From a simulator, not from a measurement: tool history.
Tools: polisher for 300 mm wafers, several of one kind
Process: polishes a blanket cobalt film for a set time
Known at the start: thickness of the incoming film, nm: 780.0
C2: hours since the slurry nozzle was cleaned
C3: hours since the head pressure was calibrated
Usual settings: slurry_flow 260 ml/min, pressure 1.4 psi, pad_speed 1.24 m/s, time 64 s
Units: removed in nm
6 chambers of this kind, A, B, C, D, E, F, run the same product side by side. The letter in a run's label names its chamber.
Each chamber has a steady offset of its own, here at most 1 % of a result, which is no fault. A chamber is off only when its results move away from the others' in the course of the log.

{"run": "1D", "hour": 12.7, "slurry_flow": 260, "pressure": 1.4, "pad_speed": 1.24, "time": 64, "wafers polished on this pad": 310, "C2": 41.0, "C3": 98.1, "removed": 289.65}
{"hour": 20.6, "done": "chamber C: worn pad replaced by a new one"}
{"run": "2C", "hour": 21.2, "slurry_flow": 260, "pressure": 1.4, "pad_speed": 1.24, "time": 64, "wafers polished on this pad": 8, "C2": 218.8, "C3": 575.4, "removed": 294.53}
{"hour": 28.6, "done": "chamber E: worn pad replaced by a new one"}
{"run": "3F", "hour": 37.4, "slurry_flow": 260, "pressure": 1.4, "pad_speed": 1.24, "time": 64, "wafers polished on this pad": 638, "C2": 432.8, "C3": 235.9, "removed": 282.58}
{"hour": 46.3, "done": "chamber E: head pressure recalibrated"}
{"run": "4E", "hour": 48.5, "slurry_flow": 260, "pressure": 1.4, "pad_speed": 1.24, "time": 64, "wafers polished on this pad": 257, "C2": 449.1, "C3": 2.2, "removed": 289.12}
{"hour": 52.1, "done": "chamber B: worn pad replaced by a new one"}
{"run": "5B", "hour": 58.9, "slurry_flow": 260, "pressure": 1.4, "pad_speed": 1.24, "time": 64, "wafers polished on this pad": 88, "C2": 757.8, "C3": 435.4, "removed": 283.74}
{"hour": 61.2, "done": "chamber D: worn pad replaced by a new one"}
{"hour": 64.0, "done": "chamber E: slurry nozzle cleaned"}
{"run": "6A", "hour": 70.2, "slurry_flow": 260, "pressure": 1.4, "pad_speed": 1.24, "time": 64, "wafers polished on this pad": 965, "C2": 553.7, "C3": 431.0, "removed": 287.22}
{"hour": 71.2, "done": "chamber A: worn pad replaced by a new one"}
{"hour": 77.0, "done": "chamber F: worn pad replaced by a new one"}
{"run": "7B", "hour": 78.6, "slurry_flow": 330, "pressure": 1.4, "pad_speed": 1.24, "time": 64, "wafers polished on this pad": 343, "C2": 777.5, "C3": 455.1, "removed": 289.08}
{"run": "8C", "hour": 85.8, "slurry_flow": 330, "pressure": 1.4, "pad_speed": 1.24, "time": 64, "wafers polished on this pad": 842, "C2": 283.4, "C3": 640.0, "removed": 292.07}
{"run": "9E", "hour": 95.5, "slurry_flow": 330, "pressure": 1.4, "pad_speed": 1.24, "time": 64, "wafers polished on this pad": 864, "C2": 31.6, "C3": 49.2, "removed": 287.57}
{"hour": 96.1, "done": "chamber F: slurry nozzle cleaned"}
{"run": "10D", "hour": 105.7, "slurry_flow": 330, "pressure": 1.4, "pad_speed": 1.24, "time": 64, "wafers polished on this pad": 575, "C2": 134.0, "C3": 191.1, "removed": 289.43}
{"hour": 107.8, "done": "chamber C: slurry nozzle cleaned"}
{"run": "11F", "hour": 115.6, "slurry_flow": 330, "pressure": 1.4, "pad_speed": 1.24, "time": 64, "wafers polished on this pad": 499, "C2": 19.6, "C3": 314.1, "removed": 295.17}
{"hour": 119.4, "done": "chamber E: worn pad replaced by a new one"}
{"hour": 122.7, "done": "chamber C: worn pad replaced by a new one"}
{"run": "12A", "hour": 126.6, "slurry_flow": 330, "pressure": 1.4, "pad_speed": 1.24, "time": 64, "wafers polished on this pad": 716, "C2": 610.1, "C3": 487.4, "removed": 291.3}
{"run": "13B", "hour": 136.1, "slurry_flow": 260, "pressure": 1.4, "pad_speed": 1.24, "time": 64, "wafers polished on this pad": 1085, "C2": 835.0, "C3": 512.6, "removed": 285.76}
{"hour": 142.0, "done": "chamber D: worn pad replaced by a new one"}
{"hour": 142.8, "done": "chamber B: worn pad replaced by a new one"}
{"hour": 144.0, "done": "chamber A: worn pad replaced by a new one"}
{"run": "14C", "hour": 144.2, "slurry_flow": 260, "pressure": 1.4, "pad_speed": 1.24, "time": 64, "wafers polished on this pad": 277, "C2": 36.4, "C3": 698.4, "removed": 291.39}
{"run": "15F", "hour": 155.5, "slurry_flow": 260, "pressure": 1.4, "pad_speed": 1.6, "time": 64, "wafers polished on this pad": 1014, "C2": 59.5, "C3": 354.0, "removed": 376.44}
{"hour": 155.8, "done": "chamber B: slurry nozzle cleaned"}
{"hour": 158.3, "done": "chamber F: worn pad replaced by a new one"}
{"run": "16E", "hour": 166.1, "slurry_flow": 260, "pressure": 1.4, "pad_speed": 1.6, "time": 64, "wafers polished on this pad": 603, "C2": 102.2, "C3": 119.8, "removed": 378.12}
{"run": "17D", "hour": 181.4, "slurry_flow": 260, "pressure": 1.4, "pad_speed": 1.6, "time": 64, "wafers polished on this pad": 509, "C2": 209.7, "C3": 266.8, "removed": 365.75}
{"run": "18A", "hour": 193.3, "slurry_flow": 260, "pressure": 1.4, "pad_speed": 1.6, "time": 64, "wafers polished on this pad": 637, "C2": 676.8, "C3": 554.1, "removed": 364.96}
{"hour": 198.9, "done": "chamber E: worn pad replaced by a new one"}
{"run": "19D", "hour": 205.8, "slurry_flow": 260, "pressure": 1.4, "pad_speed": 1.6, "time": 64, "wafers polished on this pad": 824, "C2": 234.1, "C3": 291.2, "removed": 373.93}
{"hour": 215.1, "done": "chamber B: worn pad replaced by a new one"}
{"hour": 216.9, "done": "chamber C: worn pad replaced by a new one"}
{"hour": 220.2, "done": "chamber D: worn pad replaced by a new one"}
{"run": "20F", "hour": 221.8, "slurry_flow": 260, "pressure": 1.4, "pad_speed": 1.6, "time": 64, "wafers polished on this pad": 820, "C2": 125.8, "C3": 420.3, "removed": 371.19}
{"run": "21E", "hour": 231.3, "slurry_flow": 260, "pressure": 1.4, "pad_speed": 1.24, "time": 64, "wafers polished on this pad": 419, "C2": 167.4, "C3": 185.0, "removed": 290.29}
{"hour": 232.6, "done": "chamber A: worn pad replaced by a new one"}
{"hour": 233.3, "done": "chamber C: head pressure recalibrated"}
{"hour": 237.5, "done": "chamber A: slurry nozzle cleaned"}
{"run": "22A", "hour": 242.4, "slurry_flow": 260, "pressure": 1.4, "pad_speed": 1.24, "time": 64, "wafers polished on this pad": 127, "C2": 4.9, "C3": 603.2, "removed": 287.31}
{"run": "23C", "hour": 253.4, "slurry_flow": 260, "pressure": 1.4, "pad_speed": 1.24, "time": 64, "wafers polished on this pad": 471, "C2": 145.6, "C3": 20.1, "removed": 285.61}
{"hour": 254.2, "done": "chamber F: worn pad replaced by a new one"}
{"run": "24B", "hour": 262.2, "slurry_flow": 260, "pressure": 1.4, "pad_speed": 1.24, "time": 64, "wafers polished on this pad": 608, "C2": 106.5, "C3": 638.7, "removed": 295.64}
{"run": "25F", "hour": 276.6, "slurry_flow": 260, "pressure": 1.4, "pad_speed": 1.24, "time": 64, "wafers polished on this pad": 290, "C2": 180.6, "C3": 475.1, "removed": 287.34}
{"run": "26E", "hour": 291.0, "slurry_flow": 260, "pressure": 1.4, "pad_speed": 1.24, "time": 64, "wafers polished on this pad": 1190, "C2": 227.1, "C3": 244.7, "removed": 291.36}
{"hour": 294.8, "done": "chamber E: worn pad replaced by a new one"}
{"hour": 299.0, "done": "chamber C: worn pad replaced by a new one"}
{"run": "27D", "hour": 301.3, "slurry_flow": 260, "pressure": 1.4, "pad_speed": 1.42, "time": 64, "wafers polished on this pad": 1048, "C2": 329.6, "C3": 386.7, "removed": 317.22}
{"hour": 302.2, "done": "chamber B: worn pad replaced by a new one"}
{"hour": 307.4, "done": "chamber D: worn pad replaced by a new one"}
{"run": "28B", "hour": 314.4, "slurry_flow": 260, "pressure": 1.4, "pad_speed": 1.42, "time": 64, "wafers polished on this pad": 158, "C2": 158.7, "C3": 690.9, "removed": 356.29}
{"run": "29C", "hour": 326.7, "slurry_flow": 260, "pressure": 1.4, "pad_speed": 1.42, "time": 64, "wafers polished on this pad": 358, "C2": 218.9, "C3": 93.4, "removed": 328.8}
{"hour": 328.6, "done": "chamber A: worn pad replaced by a new one"}
{"run": "30A", "hour": 342.2, "slurry_flow": 260, "pressure": 1.4, "pad_speed": 1.42, "time": 64, "wafers polished on this pad": 176, "C2": 104.7, "C3": 703.0, "removed": 332.64}
{"hour": 346.4, "done": "chamber F: worn pad replaced by a new one"}
{"run": "31D", "hour": 349.9, "slurry_flow": 260, "pressure": 1.4, "pad_speed": 1.42, "time": 64, "wafers polished on this pad": 550, "C2": 378.2, "C3": 435.3, "removed": 325.92}
{"run": "32A", "hour": 365.5, "slurry_flow": 260, "pressure": 1.4, "pad_speed": 1.42, "time": 64, "wafers polished on this pad": 477, "C2": 128.0, "C3": 726.3, "removed": 329.92}
{"run": "33C", "hour": 373.7, "slurry_flow": 260, "pressure": 1.4, "pad_speed": 1.24, "time": 64, "wafers polished on this pad": 965, "C2": 265.9, "C3": 140.4, "removed": 295.44}
{"hour": 378.9, "done": "chamber D: worn pad replaced by a new one"}
{"run": "34B", "hour": 384.3, "slurry_flow": 260, "pressure": 1.4, "pad_speed": 1.24, "time": 64, "wafers polished on this pad": 1061, "C2": 228.6, "C3": 760.8, "removed": 320.69}
{"hour": 387.8, "done": "chamber E: worn pad replaced by a new one"}
{"run": "35F", "hour": 400.4, "slurry_flow": 260, "pressure": 1.4, "pad_speed": 1.24, "time": 64, "wafers polished on this pad": 698, "C2": 304.4, "C3": 598.9, "removed": 287.47}
{"hour": 401.8, "done": "chamber E: head pressure recalibrated"}
{"run": "36E", "hour": 411.2, "slurry_flow": 260, "pressure": 1.4, "pad_speed": 1.24, "time": 64, "wafers polished on this pad": 302, "C2": 347.3, "C3": 9.4, "removed": 285.63}
{"run": "37D", "hour": 419.2, "slurry_flow": 260, "pressure": 1.4, "pad_speed": 1.4, "time": 64, "wafers polished on this pad": 521, "C2": 447.5, "C3": 504.6, "removed": 311.72}

Next, every chamber runs the same settings. What will each give?
{"run": "38A", "hour": 430.8, "slurry_flow": 260, "pressure": 1.4, "pad_speed": 1.24, "time": 64, "removed": "?"}
{"run": "38B", "hour": 430.8, "slurry_flow": 260, "pressure": 1.4, "pad_speed": 1.24, "time": 64, "removed": "?"}
{"run": "38C", "hour": 430.8, "slurry_flow": 260, "pressure": 1.4, "pad_speed": 1.24, "time": 64, "removed": "?"}
{"run": "38D", "hour": 430.8, "slurry_flow": 260, "pressure": 1.4, "pad_speed": 1.24, "time": 64, "removed": "?"}
{"run": "38E", "hour": 430.8, "slurry_flow": 260, "pressure": 1.4, "pad_speed": 1.24, "time": 64, "removed": "?"}
{"run": "38F", "hour": 430.8, "slurry_flow": 260, "pressure": 1.4, "pad_speed": 1.24, "time": 64, "removed": "?"}

run=38A removed=287.78
run=38B removed=320.69
run=38C removed=293.36
run=38D removed=284.69
run=38E removed=284.58
run=38F removed=284.42
